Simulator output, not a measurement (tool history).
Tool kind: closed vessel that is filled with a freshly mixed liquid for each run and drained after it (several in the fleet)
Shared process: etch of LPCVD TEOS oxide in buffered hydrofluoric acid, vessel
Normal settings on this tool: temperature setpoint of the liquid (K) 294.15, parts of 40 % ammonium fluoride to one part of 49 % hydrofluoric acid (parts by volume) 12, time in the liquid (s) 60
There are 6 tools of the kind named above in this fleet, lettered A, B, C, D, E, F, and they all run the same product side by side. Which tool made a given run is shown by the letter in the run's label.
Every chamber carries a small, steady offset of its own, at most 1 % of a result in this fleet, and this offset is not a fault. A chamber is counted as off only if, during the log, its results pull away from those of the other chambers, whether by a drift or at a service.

run   hour  temperature setpoint of the liquid (K)  parts of 40 % ammonium fluoride to one part of 49 % hydrofluoric acid (parts by volume)  time in the liquid (s)  hours since the thermometer was replaced  hours since the hydrofluoric acid flow meter was replaced  read-back film thickness of the LPCVD TEOS oxide reference wafer, read on the same gauge (nm)  thickness taken off the LPCVD TEOS oxide on a monitor wafer (nm)
 1F    9.9                                  294.15                                                                                       12                      60                                    1116.8                                                     1442.8                                                                                         89.974                                                            224.64
 2A   16.8                                  294.15                                                                                       12                      60                                      40.6                                                      190.5                                                                                          89.98                                                            221.95
 3C   25.3                                  294.15                                                                                       12                      60                                    1346.2                                                      182.4                                                                                         90.036                                                            225.48
 4B   37.7                                  294.15                                                                                       12                      60                                    2414.6                                                      951.1                                                                                         90.029                                                            221.15
 5D   45.3                                  294.15                                                                                       12                      60                                     141.4                                                      631.2                                                                                         89.994                                                            225.73
 6E   58.3                                  297.15                                                                                       12                      60                                       962                                                        376                                                                                          90.01                                                            266.17
 7F   68.1                                  297.15                                                                                       12                      60                                      1175                                                       1501                                                                                          89.98                                                            261.54
      72.7  -- chamber B: thermometer replaced
 8D   78.4                                  297.15                                                                                       12                      60                                     174.5                                                      664.3                                                                                         90.003                                                            264.11
 9B   91.1                                  297.15                                                                                       12                      60                                      18.5                                                     1004.5                                                                                         89.971                                                            261.16
10C  101.5                                  297.15                                                                                       12                      60                                    1422.4                                                      258.6                                                                                             90                                                            268.28
11A  114.5                                  297.15                                                                                       12                      60                                     138.3                                                      288.2                                                                                         90.005                                                            261.93
12E  126.6                                  294.15                                                                                       12                      60                                    1030.3                                                      444.3                                                                                         89.987                                                             221.5
13F  135.7                                  294.15                                                                                       12                      60                                    1242.6                                                     1568.6                                                                                         90.008                                                            221.21
     137.6  -- chamber F: hydrofluoric acid flow meter replaced
14C  142.2                                  297.65                                                                                       12                      80                                    1463.1                                                      299.3                                                                                         90.009                                                             358.9
15E  154.7                                  297.65                                                                                       12                      80                                    1058.4                                                      472.4                                                                                         90.005                                                            361.76
     155.2  -- chamber C: thermometer replaced
     161.4  -- chamber E: thermometer replaced
16B  163.9                                  297.65                                                                                       12                      80                                      91.3                                                     1077.3                                                                                         89.991                                                            350.89
17A  175.3                                  297.65                                                                                       12                      80                                     199.1                                                        349                                                                                         90.003                                                            357.32
18D  185.9                                  297.65                                                                                       12                      80                                       282                                                      771.8                                                                                         90.014                                                            361.48
19E  196.4                                  297.65                                                                                       12                      80                                      35.1                                                      514.1                                                                                         89.986                                                            360.51
20C    209                                  294.15                                                                                       12                      60                                      53.9                                                      366.1                                                                                         89.994                                                            224.45
21D  216.5                                  294.15                                                                                       12                      60                                     312.6                                                      802.4                                                                                         90.017                                                            224.38
     221.2  -- chamber E: hydrofluoric acid flow meter replaced
22A  225.7                                  294.15                                                                                       12                      60                                     249.5                                                      399.4                                                                                         90.002                                                            221.28
23F  238.3                                  294.15                                                                                       12                      60                                    1345.2                                                      100.8                                                                                         90.023                                                            221.94
24B  251.8                                  294.15                                                                                       12                      60                                     179.2                                                     1165.2                                                                                         90.018                                                            218.95
25D  258.1                                  294.15                                                                                       12                      60                                     354.2                                                        844                                                                                         90.011                                                            223.25
26C  264.9                                  294.15                                                                                        8                      30                                     109.8                                                        422                                                                                         90.007                                                             164.9
27E  273.6                                  294.15                                                                                        8                      30                                     112.3                                                       52.4                                                                                         90.012                                                            162.81
28F  283.7                                  294.15                                                                                        8                      30                                    1390.6                                                      146.2                                                                                         90.008                                                            164.37
29B  292.1                                  294.15                                                                                        8                      30                                     219.5                                                     1205.5                                                                                         90.011                                                            162.57
30A  301.5                                  294.15                                                                                        8                      30                                     325.3                                                      475.2                                                                                         90.024                                                            163.88
31F  314.9                                  294.15                                                                                        8                      30                                    1421.8                                                      177.4                                                                                         89.996                                                            164.06
     319.2  -- chamber D: hydrofluoric acid flow meter replaced
32E    328                                  294.15                                                                                       12                      60                                     166.7                                                      106.8                                                                                         89.977                                                            226.58
33A  340.7                                  294.15                                                                                       12                      60                                     364.5                                                      514.4                                                                                         89.973                                                            219.29
34C  350.6                                  294.15                                                                                       12                      60                                     195.5                                                      507.7                                                                                         90.002                                                            224.74
35B  363.6                                  298.15                                                                                       12                      70                                       291                                                       1277                                                                                         90.008                                                            320.61
36D    374                                  298.15                                                                                       12                      70                                     470.1                                                       54.9                                                                                         90.021                                                             330.9
37E  380.9                                  298.15                                                                                       12                      70                                     219.6                                                      159.7                                                                                         89.987                                                            325.46
38D  390.8                                  298.15                                                                                       12                      70                                     486.9                                                       71.7                                                                                         90.012                                                            328.49
39B    399                                  298.15                                                                                       12                      70                                     326.4                                                     1312.4                                                                                         89.993                                                            319.58
40F  405.1                                  298.15                                                                                       12                      70                                      1512                                                      267.6                                                                                         90.001                                                            320.52
41A  416.6                                  294.15                                                                                        8                      35                                     440.4                                                      590.3                                                                                         90.005                                                            188.07
42C    425                                  294.15                                                                                        8                      35                                     269.9                                                      582.1                                                                                         89.995                                                            188.77
43E  437.2                                  294.15                                                                                        8                      35                                     275.9                                                        216                                                                                         89.994                                                            185.53

Decide between three cases: one chamber stands off from its peers, the gauge reading all wafers drifts, or nothing is wrong past each chamber's small offset. Where a chamber is off, say which and what most likely put it there.

No chamber is off and the gauge is stable; the differences are just each chamber's small, constant offset.
